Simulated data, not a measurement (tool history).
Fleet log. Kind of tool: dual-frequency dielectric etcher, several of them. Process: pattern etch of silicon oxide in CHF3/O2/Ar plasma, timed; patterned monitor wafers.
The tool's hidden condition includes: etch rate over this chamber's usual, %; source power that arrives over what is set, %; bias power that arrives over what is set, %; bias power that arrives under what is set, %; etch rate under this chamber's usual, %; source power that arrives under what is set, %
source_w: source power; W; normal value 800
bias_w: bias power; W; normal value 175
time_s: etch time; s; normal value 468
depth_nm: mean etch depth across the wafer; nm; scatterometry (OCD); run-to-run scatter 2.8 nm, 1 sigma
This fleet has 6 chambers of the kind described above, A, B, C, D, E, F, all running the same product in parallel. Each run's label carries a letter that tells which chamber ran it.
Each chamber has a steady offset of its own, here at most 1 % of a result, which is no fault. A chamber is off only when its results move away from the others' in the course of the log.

run,hour,source_w,bias_w,time_s,hours since the last wet clean,hours since the last source power generator calibration,hours since the last bias power generator calibration,"read-back reference wafer on the same gauge, depth_nm",depth_nm
1E,13.6,800,175,468,169.9,1533.2,1864.1,1139.7,1034.8
2F,29,800,175,468,93.3,3557.6,2128.5,1140.3,1020.7
3A,37,800,175,468,401.9,1661.9,498.6,1139.9,1027.6
4B,45.4,800,175,468,254.2,742.4,357.1,1139.6,1019.8
5C,54.5,800,175,468,81.2,3149.2,3144.5,1140.2,1034.9
6D,63.3,800,175,468,367.8,1881.1,1562.9,1139.7,1021
7D,78.4,800,175,468,382.9,1896.2,1578,1140,1017.5
8C,85.4,800,175,468,112.1,3180.1,3175.4,1140.2,1027.2
9A,100.8,800,175,468,465.7,1725.7,562.4,1139.7,1025.4
10E,108.2,800,175,468,264.5,1627.8,1958.7,1140.2,1034.5
# hour 115.2: chamber D: wet clean of the chamber
11B,116.3,800,175,468,325.1,813.3,428,1139.6,1018.2
12F,128.8,940,214,468,193.1,3657.4,2228.3,1139.5,1159.5
13B,139.9,940,214,468,348.7,836.9,451.6,1140.3,1156
14A,148,940,214,468,512.9,1772.9,609.6,1140.1,1159.4
15D,160.9,940,214,468,45.8,1978.7,1660.5,1140.1,1163
# hour 164.3: chamber A: wet clean of the chamber
16C,170.2,940,214,468,196.9,3264.9,3260.2,1140.5,1172.2
# hour 183.7: chamber D: source power generator calibrated
17F,185.3,940,214,468,249.6,3713.9,2284.8,1140.3,1153.5
18E,199.2,800,175,468,355.5,1718.8,2049.7,1140.8,1033.3
19E,213,800,175,468,369.3,1732.6,2063.5,1140,1034.1
20F,224.6,800,175,468,288.9,3753.2,2324.1,1140.2,1010.4
21A,233.6,800,198,412,69.3,1858.5,695.2,1140.2,936.47
22D,243.9,800,198,412,128.8,60.2,1743.5,1140.1,934.92
23B,257.3,800,198,412,466.1,954.3,569,1140,937.45
24C,271.9,800,198,412,298.6,3366.6,3361.9,1139.5,942.37
25A,286.2,800,198,412,121.9,1911.1,747.8,1139.3,934.47
26B,294.2,800,198,412,503,991.2,605.9,1140.6,934.68
# hour 299.7: chamber E: wet clean of the chamber
27C,307.5,960,175,468,334.2,3402.2,3397.5,1139.9,1111.4
28F,314.4,960,175,468,378.7,3843,2413.9,1139.3,1077.7
29E,326.8,960,175,468,27.1,1846.4,2177.3,1139.9,1108.7
30D,333.6,960,175,468,218.5,149.9,1833.2,1139.6,1092.6
31A,347.1,960,175,468,182.8,1972,808.7,1140.4,1092.9
32E,359.3,960,175,468,59.6,1878.9,2209.8,1139.7,1116.7
33F,369.5,800,175,468,433.8,3898.1,2469,1139.1,993.14
34D,383.7,800,175,468,268.6,200,1883.3,1140.6,1022.6
35C,393,800,175,468,419.7,3487.7,3483,1140.3,1036.6
36B,404.5,800,175,468,613.3,1101.5,716.2,1140,1022.5

One chamber off, gauge drift, or nothing amiss beyond the chambers' own small offsets? If it is a chamber, which one, and what is the likeliest cause?

It is chamber F that slowly wanders off from its peers.
Cause: etch rate under this chamber's usual, % = 2.89.

Here are 4 candidates for chamber F's next run, each the usual settings with a change, their results left as question marks. Which one brings its results back in line with what the others give on the usual settings?
A result is in line if it is within this distance of the other chambers' mean on the usual settings: depth_nm 9.9 nm
37F-1,415.8,810,176,482,,,,,?
37F-2,415.8,800,175,473,,,,,?
37F-3,415.8,790,175,453,,,,,?
37F-4,415.8,800,175,462.5,,,,,?

Mean of the other chambers on the usual settings: depth_nm 1026.3 nm
run,depth_nm
37F-1,1026.9
37F-2,1001
37F-3,953.98
37F-4,978.75
37F-1 puts the chamber back in line with the other chambers.
